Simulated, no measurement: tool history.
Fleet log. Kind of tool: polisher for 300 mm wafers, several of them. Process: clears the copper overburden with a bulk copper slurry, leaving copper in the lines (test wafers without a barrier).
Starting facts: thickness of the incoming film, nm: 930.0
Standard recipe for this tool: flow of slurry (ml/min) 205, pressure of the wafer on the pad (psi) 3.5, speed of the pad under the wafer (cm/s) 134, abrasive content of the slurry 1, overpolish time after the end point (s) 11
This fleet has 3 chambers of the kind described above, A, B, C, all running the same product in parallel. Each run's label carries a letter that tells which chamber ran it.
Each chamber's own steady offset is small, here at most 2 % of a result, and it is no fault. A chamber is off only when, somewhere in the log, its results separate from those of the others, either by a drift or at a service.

run	hour	flow of slurry (ml/min)	pressure of the wafer on the pad (psi)	speed of the pad under the wafer (cm/s)	abrasive content of the slurry	overpolish time after the end point (s)	time until the end point was called (s)	dishing of a wide line in a test structure (angstrom)
1A	11.5	205	3.5	134	1	11	75.361	752.11
2B	18.6	205	3.5	134	1	11	74.63	785.13
3C	24.4	205	3.5	134	1	11	74.457	770.11
# hour 27.4: chamber C: slurry nozzle cleaned
4A	35.7	205	3.5	134	1	11	74.621	727.15
5B	44.3	205	3.5	134	1	11	73.5	776.79
# hour 47: chamber B: worn pad replaced by a new one
6C	51.8	205	3.5	134	1	11	73.593	794.24
7A	58	205	3.5	134	1	11	74.992	758.49
8C	66	205	2.4	134	1	15	110.09	709.07
9B	78.2	205	2.4	134	1	15	110.09	700.04
# hour 83.6: chamber A: head pressure recalibrated
10A	85.2	205	2.4	134	1	15	108.22	706.21
11C	96	205	3.5	134	1	11	74.948	768.68
12B	102.4	205	3.5	134	1	11	74.058	761.2
# hour 103.3: chamber C: worn pad replaced by a new one
13A	114.6	205	3.5	134	1	11	76.224	764.62
# hour 119.9: chamber B: slurry nozzle cleaned
14B	122.9	150	3.5	134	1	11	80.34	718.46
# hour 131.3: chamber B: slurry blender recalibrated
15C	135.2	150	3.5	134	1	11	77.354	752.28
# hour 139.9: chamber A: slurry blender recalibrated
16C	144.6	150	3.5	134	1	11	77.222	761.62
17B	157.6	205	3.5	134	0.75	11	79.259	730.62
18A	163.7	205	3.5	134	0.75	11	80.105	701.15
19B	170.2	205	3.5	134	0.75	11	79.468	715.05
20A	178.5	205	3.5	134	1	11	77.271	758.9
21C	190.2	205	3.5	134	1	11	76.193	785.29
# hour 193.5: chamber B: worn pad replaced by a new one
22B	200.7	205	3.5	134	1	11	75.645	775.11
# hour 204.4: chamber A: slurry nozzle cleaned
23A	207.3	205	3.5	134	1	11	77.849	732.4
24C	213.9	205	3.5	134	1	11	75.268	785.76
25A	222.2	205	3.5	134	1	11	79.237	716.06
26B	231.9	205	3.5	134	1	11	73.922	732.82
27C	241	205	3.5	134	1	11	74.341	783.12
28C	252.9	205	3.9	134	1	11	64.988	822.42
29B	258.6	205	3.9	134	1	11	67.804	811.66
30A	267.2	205	3.9	134	1	11	72.501	799.07
31B	278.8	205	3.5	134	1	11	74.48	738.98
32A	290.4	205	3.5	134	1	11	81.317	731.98
# hour 294.8: chamber C: worn pad replaced by a new one
33C	299.4	205	3.5	134	1	11	75.113	788.38
# hour 308.6: chamber B: slurry blender recalibrated
34B	310.5	205	3.5	134	1	11	73.702	764.5
# hour 314: chamber C: head pressure recalibrated
35C	323.6	205	3.5	134	1	11	75.32	767.15

Has any chamber moved away from the others, gradually or after a service, or does the common gauge drift, or do the chambers differ only by their own small steady offsets? State the chamber and the most likely cause if one applies.

Chamber A drifts away from the others.
What lies behind it: removal rate lost through wear of the pad, % = 10.4.
Not necessarily distinguishable in this log from: head's pressure below its setpoint, %.

Chamber A could run next with any of the 4 candidate recipes listed below; each alters the usual settings, and their results appear as question marks. Which one brings its results back in line with what the other chambers deliver on the usual settings?
In-line tolerance around the mean of the other chambers on the usual settings: time until the end point was called (s) 2.4; dishing of a wide line in a test structure (angstrom) 55
36A-1	332.9	205	3.7	142	1	11	?	?
36A-2	332.9	205	3.3	126	1	11	?	?
36A-3	332.9	205	3.2	122	1	11	?	?
36A-4	332.9	205	3.8	146	1	11	?	?

The mean the other chambers reach with the usual settings: time until the end point was called (s) 74.575; dishing of a wide line in a test structure (angstrom) 772.27
run	time until the end point was called (s)	dishing of a wide line in a test structure (angstrom)
36A-1	74.621	765.71
36A-2	94.117	644.01
36A-3	100.19	613.6
36A-4	70.695	795.92
36A-1 puts the chamber back in line with the other chambers.
